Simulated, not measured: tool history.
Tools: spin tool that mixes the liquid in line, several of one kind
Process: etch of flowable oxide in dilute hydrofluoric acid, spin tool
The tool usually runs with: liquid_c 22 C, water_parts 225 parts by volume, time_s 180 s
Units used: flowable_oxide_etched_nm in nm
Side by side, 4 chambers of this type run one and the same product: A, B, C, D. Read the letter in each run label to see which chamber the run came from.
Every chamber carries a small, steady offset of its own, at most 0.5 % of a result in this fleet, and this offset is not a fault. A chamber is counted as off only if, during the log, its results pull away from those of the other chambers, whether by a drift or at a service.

run,day,liquid_c,water_parts,time_s,"read-back film thickness of the flowable oxide reference wafer, read on the same gauge (nm)",flowable_oxide_etched_nm
1C,0.346,22,225,180,49.981,25.665
# day 0.442: chamber A: hydrofluoric acid flow meter replaced
2A,0.675,22,225,180,50.013,25.471
3B,1,22,225,180,49.998,25.639
4D,1.325,22,225,180,50.011,25.735
5D,1.596,22,225,180,50.011,25.528
6A,1.925,22,225,180,49.975,25.74
7B,2.208,22,225,180,49.976,25.578
8C,2.488,22,225,275,50.015,39.343
9A,2.742,22,225,275,49.997,39.444
10C,2.921,22,225,275,49.995,38.803
11D,3.233,22,225,275,50.008,38.858
12B,3.388,22,225,180,50.013,25.794
13A,3.662,26,225,180,50.021,29.829
14D,4.004,26,225,180,49.961,29.362
# day 4.092: chamber B: hydrofluoric acid flow meter replaced
15B,4.25,26,225,180,50.01,29.655
16C,4.521,26,225,180,50.021,29.965
17D,4.779,22,225,180,49.981,25.424
18B,5.129,22,225,180,50.007,25.718
19A,5.375,22,225,180,50.001,25.849
20C,5.533,22,225,180,50.004,26.143
21B,5.742,22,225,180,50.003,25.43
22A,6.05,22,225,180,50.035,25.712
23C,6.362,22,225,180,50.021,26.629
24D,6.708,22,225,180,49.999,25.558
25A,6.879,22,225,180,49.96,25.989
26D,7.154,22,225,180,49.977,25.766
27B,7.433,22,120,180,50.004,53.329
# day 7.638: chamber B: thermometer replaced
28C,7.692,22,120,180,50.019,55.911
29C,7.95,22,120,180,50.033,55.88
30A,8.225,22,120,180,49.997,53.21
31B,8.562,22,225,180,49.977,25.612
32D,8.783,22,225,180,50.002,25.455
33A,9.088,22,225,180,49.974,25.711
34C,9.354,22,225,180,49.985,27.928

Which is it: a chamber that has drifted or been left off by a service, a gauge drift common to all chambers, or only each chamber's usual small offset? If a chamber is off, name it and its likeliest cause.

Chamber C drifts away from the others.
Likeliest cause: hydrofluoric acid flow above the setpoint (%) = 7.36.
The log may not tell that from: liquid hotter than its thermometer reads (K).

Below are 4 candidate recipes for chamber C's next run, each the usual settings with a change, their results shown as question marks. Which of them brings C's results back in line with what the other chambers give on the usual settings?
In line here means within this much of the mean the other chambers give on the usual settings: flowable_oxide_etched_nm 0.66 nm
35C-1,9.612,22,230,180,,?
35C-2,9.612,22,225,165,,?
35C-3,9.612,22,225,185,,?
35C-4,9.612,22,210,180,,?

Other chambers, usual settings, mean: flowable_oxide_etched_nm 25.629 nm
run,flowable_oxide_etched_nm
35C-1,27.211
35C-2,25.608
35C-3,28.712
35C-4,30.322
35C-2 is the one that brings the chamber's results back in line with the other chambers.

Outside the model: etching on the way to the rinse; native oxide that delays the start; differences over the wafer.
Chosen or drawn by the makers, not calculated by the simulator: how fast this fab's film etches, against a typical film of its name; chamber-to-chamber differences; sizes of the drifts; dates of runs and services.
